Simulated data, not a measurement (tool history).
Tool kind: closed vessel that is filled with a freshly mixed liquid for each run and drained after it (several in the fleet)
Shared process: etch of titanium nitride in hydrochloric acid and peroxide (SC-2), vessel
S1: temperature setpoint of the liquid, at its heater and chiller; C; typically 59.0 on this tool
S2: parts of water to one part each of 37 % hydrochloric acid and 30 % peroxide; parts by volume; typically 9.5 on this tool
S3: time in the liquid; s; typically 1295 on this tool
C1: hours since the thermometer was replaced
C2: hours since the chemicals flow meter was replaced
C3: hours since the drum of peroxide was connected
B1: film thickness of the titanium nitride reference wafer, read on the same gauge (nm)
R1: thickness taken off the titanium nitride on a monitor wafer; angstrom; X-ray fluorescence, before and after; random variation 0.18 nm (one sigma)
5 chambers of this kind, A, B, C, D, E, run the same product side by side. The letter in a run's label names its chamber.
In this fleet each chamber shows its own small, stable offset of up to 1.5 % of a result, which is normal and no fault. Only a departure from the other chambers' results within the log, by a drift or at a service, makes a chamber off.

Run 1D, hour 9.5: usual settings; C1 2167.4; C2 1109.6; C3 105.9; B1 80.062. Result: R1 477.27 angstrom.
At hour 12.6: chamber C: chemicals flow meter replaced.
Run 2A, hour 18.7: usual settings; C1 56.5; C2 1324.9; C3 161.0; B1 80.008. Result: R1 476.80 angstrom.
Run 3E, hour 33.4: usual settings; C1 711.5; C2 728.6; C3 722.9; B1 80.006. Result: R1 474.00 angstrom.
Run 4C, hour 44.9: usual settings; C1 1734.6; C2 32.3; C3 203.7; B1 79.997. Result: R1 484.14 angstrom.
Run 5B, hour 59.2: usual settings; C1 960.7; C2 339.4; C3 315.9; B1 80.051. Result: R1 478.95 angstrom.
Run 6E, hour 69.2: usual settings; C1 747.3; C2 764.4; C3 758.7; B1 80.027. Result: R1 472.54 angstrom.
Run 7C, hour 82.5: usual settings; C1 1772.2; C2 69.9; C3 241.3; B1 80.005. Result: R1 484.18 angstrom.
Run 8A, hour 92.7: usual settings; C1 130.5; C2 1398.9; C3 235.0; B1 79.972. Result: R1 474.08 angstrom.
Run 9B, hour 100.9: usual settings; C1 1002.4; C2 381.1; C3 357.6; B1 79.997. Result: R1 476.92 angstrom.
At hour 103.1: chamber D: thermometer replaced.
Run 10D, hour 108.6: usual settings but S1 65.0 C, S2 4.5 parts by volume; C1 5.5; C2 1208.7; C3 205.0; B1 79.984. Result: R1 1231.80 angstrom.
Run 11D, hour 118.4: usual settings but S1 65.0 C, S2 4.5 parts by volume; C1 15.3; C2 1218.5; C3 214.8; B1 80.005. Result: R1 1235.60 angstrom.
At hour 119.7: chamber E: chemicals flow meter replaced.
Run 12C, hour 126.7: usual settings but S1 65.0 C, S2 4.5 parts by volume; C1 1816.4; C2 114.1; C3 285.5; B1 79.997. Result: R1 1234.40 angstrom.
At hour 129.4: chamber C: new drum of peroxide connected.
Run 13A, hour 142.1: usual settings but S1 65.0 C, S2 4.5 parts by volume; C1 179.9; C2 1448.3; C3 284.4; B1 80.006. Result: R1 1224.50 angstrom.
Run 14B, hour 149.9: usual settings but S1 65.0 C, S2 4.5 parts by volume; C1 1051.4; C2 430.1; C3 406.6; B1 80.019. Result: R1 1230.70 angstrom.
Run 15E, hour 160.4: usual settings; C1 838.5; C2 40.7; C3 849.9; B1 79.983. Result: R1 474.69 angstrom.
Run 16A, hour 175.9: usual settings; C1 213.7; C2 1482.1; C3 318.2; B1 80.059. Result: R1 476.39 angstrom.
Run 17C, hour 191.8: usual settings; C1 1881.5; C2 179.2; C3 62.5; B1 79.956. Result: R1 480.65 angstrom.
Run 18E, hour 201.4: usual settings; C1 879.5; C2 81.7; C3 890.9; B1 79.962. Result: R1 475.74 angstrom.
Run 19B, hour 215.0: usual settings; C1 1116.5; C2 495.2; C3 471.7; B1 79.966. Result: R1 468.32 angstrom.
At hour 220.8: chamber D: chemicals flow meter replaced.
Run 20D, hour 229.2: usual settings; C1 126.1; C2 8.4; C3 325.6; B1 79.975. Result: R1 475.14 angstrom.
Run 21D, hour 241.1: usual settings; C1 138.0; C2 20.3; C3 337.5; B1 79.992. Result: R1 477.59 angstrom.
Run 22E, hour 254.5: usual settings; C1 932.6; C2 134.8; C3 944.0; B1 80.010. Result: R1 475.56 angstrom.
Run 23B, hour 262.5: usual settings; C1 1164.0; C2 542.7; C3 519.2; B1 80.039. Result: R1 466.03 angstrom.
Run 24C, hour 276.2: usual settings; C1 1965.9; C2 263.6; C3 146.9; B1 79.995. Result: R1 486.08 angstrom.
Run 25A, hour 291.5: usual settings; C1 329.3; C2 1597.7; C3 433.8; B1 79.994. Result: R1 473.57 angstrom.
Run 26B, hour 305.7: usual settings but S1 50.0 C, S3 690 s; C1 1207.2; C2 585.9; C3 562.4; B1 79.992. Result: R1 138.35 angstrom.
Run 27C, hour 313.8: usual settings but S1 50.0 C, S3 690 s; C1 2003.5; C2 301.2; C3 184.5; B1 80.013. Result: R1 145.27 angstrom.
Run 28D, hour 322.3: usual settings but S1 50.0 C, S3 690 s; C1 219.2; C2 101.5; C3 418.7; B1 79.985. Result: R1 142.69 angstrom.
Run 29A, hour 334.7: usual settings but S1 50.0 C, S3 690 s; C1 372.5; C2 1640.9; C3 477.0; B1 79.973. Result: R1 140.36 angstrom.
Run 30E, hour 346.0: usual settings but S1 50.0 C, S3 690 s; C1 1024.1; C2 226.3; C3 1035.5; B1 80.005. Result: R1 142.62 angstrom.
Run 31B, hour 357.5: usual settings but S1 65.5 C; C1 1259.0; C2 637.7; C3 614.2; B1 79.974. Result: R1 689.75 angstrom.

Next, every chamber runs the same settings. What will each give?
Run 32A, hour 369.0: usual settings but S3 1975 s. Result: R1 ?.
Run 32B, hour 369.0: usual settings but S3 1975 s. Result: R1 ?.
Run 32C, hour 369.0: usual settings but S3 1975 s. Result: R1 ?.
Run 32D, hour 369.0: usual settings but S3 1975 s. Result: R1 ?.
Run 32E, hour 369.0: usual settings but S3 1975 s. Result: R1 ?.

run      R1
32A  727.38
32B  700.68
32C  743.71
32D  729.55
32E  720.57

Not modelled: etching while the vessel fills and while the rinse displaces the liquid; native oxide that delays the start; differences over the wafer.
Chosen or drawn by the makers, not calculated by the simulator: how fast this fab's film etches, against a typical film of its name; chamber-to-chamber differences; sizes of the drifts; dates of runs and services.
